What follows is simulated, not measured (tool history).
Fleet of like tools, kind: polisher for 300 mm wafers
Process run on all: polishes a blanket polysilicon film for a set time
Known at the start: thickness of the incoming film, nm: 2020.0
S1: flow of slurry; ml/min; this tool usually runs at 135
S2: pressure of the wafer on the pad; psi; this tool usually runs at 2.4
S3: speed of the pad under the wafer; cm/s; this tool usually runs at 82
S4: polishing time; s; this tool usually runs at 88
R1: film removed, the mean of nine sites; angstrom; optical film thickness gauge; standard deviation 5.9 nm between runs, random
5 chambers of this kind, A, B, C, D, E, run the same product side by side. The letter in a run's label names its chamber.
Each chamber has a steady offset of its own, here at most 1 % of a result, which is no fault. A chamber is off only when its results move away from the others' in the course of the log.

Run 1A, hour 8.9: usual settings. Result: R1 4622.0 angstrom.
Run 2D, hour 16.7: usual settings. Result: R1 4559.4 angstrom.
At hour 18.3: chamber C: worn pad replaced by a new one.
Run 3B, hour 25.9: usual settings. Result: R1 4546.9 angstrom.
At hour 30.3: chamber B: worn pad replaced by a new one.
Run 4C, hour 33.4: usual settings. Result: R1 4621.1 angstrom.
At hour 46.3: chamber D: slurry nozzle cleaned.
Run 5E, hour 48.0: usual settings. Result: R1 4677.6 angstrom.
At hour 55.4: chamber E: worn pad replaced by a new one.
Run 6B, hour 60.8: usual settings. Result: R1 4613.2 angstrom.
At hour 66.2: chamber D: worn pad replaced by a new one.
Run 7A, hour 68.4: usual settings. Result: R1 4598.4 angstrom.
Run 8E, hour 82.4: usual settings. Result: R1 4597.1 angstrom.
At hour 90.4: chamber A: worn pad replaced by a new one.
Run 9C, hour 92.5: usual settings. Result: R1 4544.5 angstrom.
Run 10D, hour 101.4: usual settings. Result: R1 4564.8 angstrom.
At hour 104.4: chamber B: worn pad replaced by a new one.
Run 11A, hour 110.2: usual settings. Result: R1 4636.2 angstrom.
Run 12D, hour 118.1: usual settings. Result: R1 4558.2 angstrom.
Run 13E, hour 127.3: usual settings but S3 106 cm/s. Result: R1 5948.8 angstrom.
At hour 134.3: chamber C: worn pad replaced by a new one.
Run 14C, hour 137.9: usual settings but S3 106 cm/s. Result: R1 5914.9 angstrom.
At hour 142.7: chamber D: worn pad replaced by a new one.
At hour 143.5: chamber E: worn pad replaced by a new one.
Run 15B, hour 145.4: usual settings but S3 106 cm/s. Result: R1 5770.6 angstrom.
Run 16E, hour 160.2: usual settings but S3 106 cm/s. Result: R1 5981.8 angstrom.
At hour 171.5: chamber A: worn pad replaced by a new one.
Run 17A, hour 172.0: usual settings but S3 106 cm/s. Result: R1 5783.9 angstrom.
At hour 173.7: chamber E: slurry nozzle cleaned.
At hour 175.3: chamber A: slurry nozzle cleaned.
Run 18C, hour 187.3: usual settings. Result: R1 4413.8 angstrom.
At hour 193.0: chamber B: worn pad replaced by a new one.
Run 19D, hour 201.5: usual settings. Result: R1 4646.2 angstrom.
Run 20B, hour 215.6: usual settings. Result: R1 4563.1 angstrom.
At hour 218.5: chamber D: worn pad replaced by a new one.
At hour 218.8: chamber A: head pressure recalibrated.
At hour 218.9: chamber E: worn pad replaced by a new one.
Run 21B, hour 228.5: usual settings. Result: R1 4527.5 angstrom.
Run 22C, hour 238.8: usual settings. Result: R1 4351.4 angstrom.
Run 23E, hour 250.4: usual settings. Result: R1 4494.5 angstrom.
At hour 257.2: chamber C: worn pad replaced by a new one.
Run 24D, hour 257.6: usual settings. Result: R1 4614.5 angstrom.
At hour 266.6: chamber D: head pressure recalibrated.
At hour 273.9: chamber A: worn pad replaced by a new one.
Run 25A, hour 274.0: usual settings. Result: R1 4580.6 angstrom.
At hour 275.0: chamber C: slurry nozzle cleaned.
Run 26D, hour 283.0: usual settings. Result: R1 4636.7 angstrom.
At hour 285.6: chamber B: worn pad replaced by a new one.
Run 27C, hour 295.5: usual settings. Result: R1 4335.8 angstrom.
At hour 302.8: chamber D: worn pad replaced by a new one.
At hour 308.8: chamber E: worn pad replaced by a new one.
Run 28B, hour 311.9: usual settings. Result: R1 4665.6 angstrom.
Run 29A, hour 324.6: usual settings. Result: R1 4617.5 angstrom.
Run 30E, hour 336.6: usual settings. Result: R1 4566.7 angstrom.
At hour 351.4: chamber B: slurry nozzle cleaned.
Run 31C, hour 353.1: usual settings. Result: R1 4294.6 angstrom.
At hour 364.5: chamber A: worn pad replaced by a new one.
Run 32A, hour 366.4: usual settings. Result: R1 4578.9 angstrom.
At hour 370.1: chamber B: worn pad replaced by a new one.
Run 33B, hour 378.8: usual settings. Result: R1 4584.9 angstrom.
At hour 379.8: chamber D: worn pad replaced by a new one.
Run 34E, hour 385.9: usual settings. Result: R1 4614.8 angstrom.
At hour 390.6: chamber C: worn pad replaced by a new one.
Run 35D, hour 397.0: usual settings. Result: R1 4614.1 angstrom.
Run 36C, hour 411.9: usual settings. Result: R1 4253.3 angstrom.

Has any chamber moved away from the others, gradually or after a service, or does the common gauge drift, or do the chambers differ only by their own small steady offsets? State the chamber and the most likely cause if one applies.

It is chamber C that slowly wanders off from its peers.
Likeliest cause: head's pressure below its setpoint, % = 9.21.

Below are 4 candidate recipes for chamber C's next run, each the usual settings with a change, their results shown as question marks. Which of them brings C's results back in line with what the other chambers give on the usual settings?
To be in line, a result may differ from the other chambers' mean on the usual settings by at most: R1 210.0 angstrom
Run 37C-1, hour 423.8: usual settings but S2 2.3 psi, S3 78 cm/s, S4 82 s. Result: R1 ?.
Run 37C-2, hour 423.8: usual settings but S3 74 cm/s. Result: R1 ?.
Run 37C-3, hour 423.8: usual settings but S4 104 s. Result: R1 ?.
Run 37C-4, hour 423.8: usual settings but S3 90 cm/s. Result: R1 ?.

Average result of the remaining chambers running the usual settings: R1 4597.0 angstrom
  run      R1
37C-1  3573.5
37C-2  3792.6
37C-3  4974.8
37C-4  4626.3
37C-4 brings the chamber back in line.
